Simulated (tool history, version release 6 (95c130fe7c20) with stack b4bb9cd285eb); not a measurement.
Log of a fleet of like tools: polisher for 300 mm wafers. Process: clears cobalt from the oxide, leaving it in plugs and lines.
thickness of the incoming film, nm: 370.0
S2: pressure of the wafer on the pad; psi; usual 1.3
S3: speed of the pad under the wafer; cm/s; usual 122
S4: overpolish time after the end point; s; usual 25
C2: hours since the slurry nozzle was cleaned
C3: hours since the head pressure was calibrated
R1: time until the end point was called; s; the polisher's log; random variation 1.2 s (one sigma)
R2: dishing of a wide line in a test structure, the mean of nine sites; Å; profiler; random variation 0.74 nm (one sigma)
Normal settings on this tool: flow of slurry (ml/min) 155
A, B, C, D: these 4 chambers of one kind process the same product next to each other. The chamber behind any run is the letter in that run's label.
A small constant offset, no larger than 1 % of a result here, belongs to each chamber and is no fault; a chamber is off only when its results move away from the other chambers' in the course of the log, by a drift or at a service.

{"run": "1A", "hour": 4.1, "flow of slurry (ml/min)": 155, "S2": 1.3, "S3": 122, "S4": 25, "wafers polished on this pad": 413, "C2": 119.8, "C3": 439.8, "R1": 100.64, "R2": 358.8}
{"run": "2B", "hour": 8.0, "flow of slurry (ml/min)": 155, "S2": 1.3, "S3": 122, "S4": 25, "wafers polished on this pad": 251, "C2": 117.5, "C3": 195.6, "R1": 100.29, "R2": 376.34}
{"hour": 9.7, "done": "chamber D: head pressure recalibrated"}
{"run": "3D", "hour": 11.1, "flow of slurry (ml/min)": 155, "S2": 1.3, "S3": 122, "S4": 25, "wafers polished on this pad": 960, "C2": 229.7, "C3": 1.5, "R1": 98.694, "R2": 376.78}
{"hour": 14.2, "done": "chamber A: worn pad replaced by a new one"}
{"run": "4C", "hour": 16.2, "flow of slurry (ml/min)": 155, "S2": 1.3, "S3": 122, "S4": 25, "wafers polished on this pad": 360, "C2": 151.7, "C3": 894.3, "R1": 99.543, "R2": 364.63}
{"hour": 18.1, "done": "chamber D: worn pad replaced by a new one"}
{"run": "5A", "hour": 19.5, "flow of slurry (ml/min)": 155, "S2": 1.3, "S3": 122, "S4": 25, "wafers polished on this pad": 55, "C2": 135.2, "C3": 455.2, "R1": 98.635, "R2": 358.57}
{"run": "6C", "hour": 23.0, "flow of slurry (ml/min)": 155, "S2": 1.3, "S3": 122, "S4": 25, "wafers polished on this pad": 431, "C2": 158.5, "C3": 901.1, "R1": 98.828, "R2": 376.12}
{"run": "7B", "hour": 25.6, "flow of slurry (ml/min)": 155, "S2": 1.3, "S3": 144, "S4": 18, "wafers polished on this pad": 433, "C2": 135.1, "C3": 213.2, "R1": 82.987, "R2": 347.23}
{"run": "8D", "hour": 29.3, "flow of slurry (ml/min)": 155, "S2": 1.3, "S3": 144, "S4": 18, "wafers polished on this pad": 117, "C2": 247.9, "C3": 19.7, "R1": 83.292, "R2": 358.83}
{"run": "9D", "hour": 33.5, "flow of slurry (ml/min)": 155, "S2": 1.3, "S3": 144, "S4": 18, "wafers polished on this pad": 160, "C2": 252.1, "C3": 23.9, "R1": 84.469, "R2": 345.9}
{"run": "10B", "hour": 38.5, "flow of slurry (ml/min)": 155, "S2": 1.3, "S3": 144, "S4": 18, "wafers polished on this pad": 567, "C2": 148, "C3": 226.1, "R1": 84.857, "R2": 349.85}
{"run": "11A", "hour": 42.5, "flow of slurry (ml/min)": 155, "S2": 1.3, "S3": 122, "S4": 25, "wafers polished on this pad": 294, "C2": 158.2, "C3": 478.2, "R1": 100.95, "R2": 377.8}
{"run": "12C", "hour": 45.8, "flow of slurry (ml/min)": 155, "S2": 1.3, "S3": 122, "S4": 25, "wafers polished on this pad": 668, "C2": 181.3, "C3": 923.9, "R1": 100.01, "R2": 373.17}
{"run": "13D", "hour": 49.2, "flow of slurry (ml/min)": 155, "S2": 1.3, "S3": 122, "S4": 32, "wafers polished on this pad": 324, "C2": 267.8, "C3": 39.6, "R1": 101.12, "R2": 399.04}
{"run": "14A", "hour": 53.9, "flow of slurry (ml/min)": 155, "S2": 1.3, "S3": 122, "S4": 32, "wafers polished on this pad": 412, "C2": 169.6, "C3": 489.6, "R1": 99.539, "R2": 393.79}
{"run": "15C", "hour": 56.5, "flow of slurry (ml/min)": 155, "S2": 1.3, "S3": 122, "S4": 32, "wafers polished on this pad": 779, "C2": 192, "C3": 934.6, "R1": 100.87, "R2": 405.11}
{"hour": 59.1, "done": "chamber A: worn pad replaced by a new one"}
{"hour": 59.7, "done": "chamber B: worn pad replaced by a new one"}
{"run": "16B", "hour": 61.3, "flow of slurry (ml/min)": 155, "S2": 1.3, "S3": 122, "S4": 32, "wafers polished on this pad": 17, "C2": 170.8, "C3": 248.9, "R1": 98.002, "R2": 397.27}
{"run": "17A", "hour": 65.7, "flow of slurry (ml/min)": 155, "S2": 1.3, "S3": 122, "S4": 25, "wafers polished on this pad": 69, "C2": 181.4, "C3": 501.4, "R1": 99.74, "R2": 380.2}
{"run": "18D", "hour": 68.1, "flow of slurry (ml/min)": 155, "S2": 1.3, "S3": 122, "S4": 25, "wafers polished on this pad": 520, "C2": 286.7, "C3": 58.5, "R1": 99.512, "R2": 368.65}
{"run": "19C", "hour": 71.7, "flow of slurry (ml/min)": 155, "S2": 1.3, "S3": 122, "S4": 25, "wafers polished on this pad": 937, "C2": 207.2, "C3": 949.8, "R1": 98.617, "R2": 383.86}
{"run": "20B", "hour": 76.4, "flow of slurry (ml/min)": 155, "S2": 1.3, "S3": 122, "S4": 25, "wafers polished on this pad": 173, "C2": 185.9, "C3": 264, "R1": 102.07, "R2": 350.67}
{"hour": 79.6, "done": "chamber D: slurry nozzle cleaned"}
{"run": "21B", "hour": 81.0, "flow of slurry (ml/min)": 155, "S2": 1.3, "S3": 122, "S4": 38, "wafers polished on this pad": 221, "C2": 190.5, "C3": 268.6, "R1": 101.58, "R2": 398.67}
{"run": "22C", "hour": 84.5, "flow of slurry (ml/min)": 155, "S2": 1.3, "S3": 122, "S4": 38, "wafers polished on this pad": 1070, "C2": 220, "C3": 962.6, "R1": 101.06, "R2": 409.93}
{"run": "23D", "hour": 87.7, "flow of slurry (ml/min)": 155, "S2": 1.3, "S3": 122, "S4": 38, "wafers polished on this pad": 723, "C2": 8.1, "C3": 78.1, "R1": 99.983, "R2": 406.38}
{"run": "24A", "hour": 89.9, "flow of slurry (ml/min)": 155, "S2": 1.3, "S3": 122, "S4": 38, "wafers polished on this pad": 320, "C2": 205.6, "C3": 525.6, "R1": 99.209, "R2": 412.62}
{"run": "25B", "hour": 93.6, "flow of slurry (ml/min)": 155, "S2": 1.3, "S3": 122, "S4": 25, "wafers polished on this pad": 352, "C2": 203.1, "C3": 281.2, "R1": 100.68, "R2": 378.94}
{"run": "26D", "hour": 95.9, "flow of slurry (ml/min)": 155, "S2": 1.3, "S3": 122, "S4": 25, "wafers polished on this pad": 809, "C2": 16.3, "C3": 86.3, "R1": 99.174, "R2": 365.05}

All chambers now run identical settings, listed one chamber a line with results as question marks. What results will each chamber show?
{"run": "27A", "hour": 99.5, "flow of slurry (ml/min)": 155, "S2": 1.3, "S3": 122, "S4": 25, "R1": "?", "R2": "?"}
{"run": "27B", "hour": 99.5, "flow of slurry (ml/min)": 155, "S2": 1.3, "S3": 122, "S4": 25, "R1": "?", "R2": "?"}
{"run": "27C", "hour": 99.5, "flow of slurry (ml/min)": 155, "S2": 1.3, "S3": 122, "S4": 25, "R1": "?", "R2": "?"}
{"run": "27D", "hour": 99.5, "flow of slurry (ml/min)": 155, "S2": 1.3, "S3": 122, "S4": 25, "R1": "?", "R2": "?"}

run=27A R1=100.77 R2=372.42
run=27B R1=100.73 R2=363.78
run=27C R1=97.578 R2=367.85
run=27D R1=97.677 R2=365.99
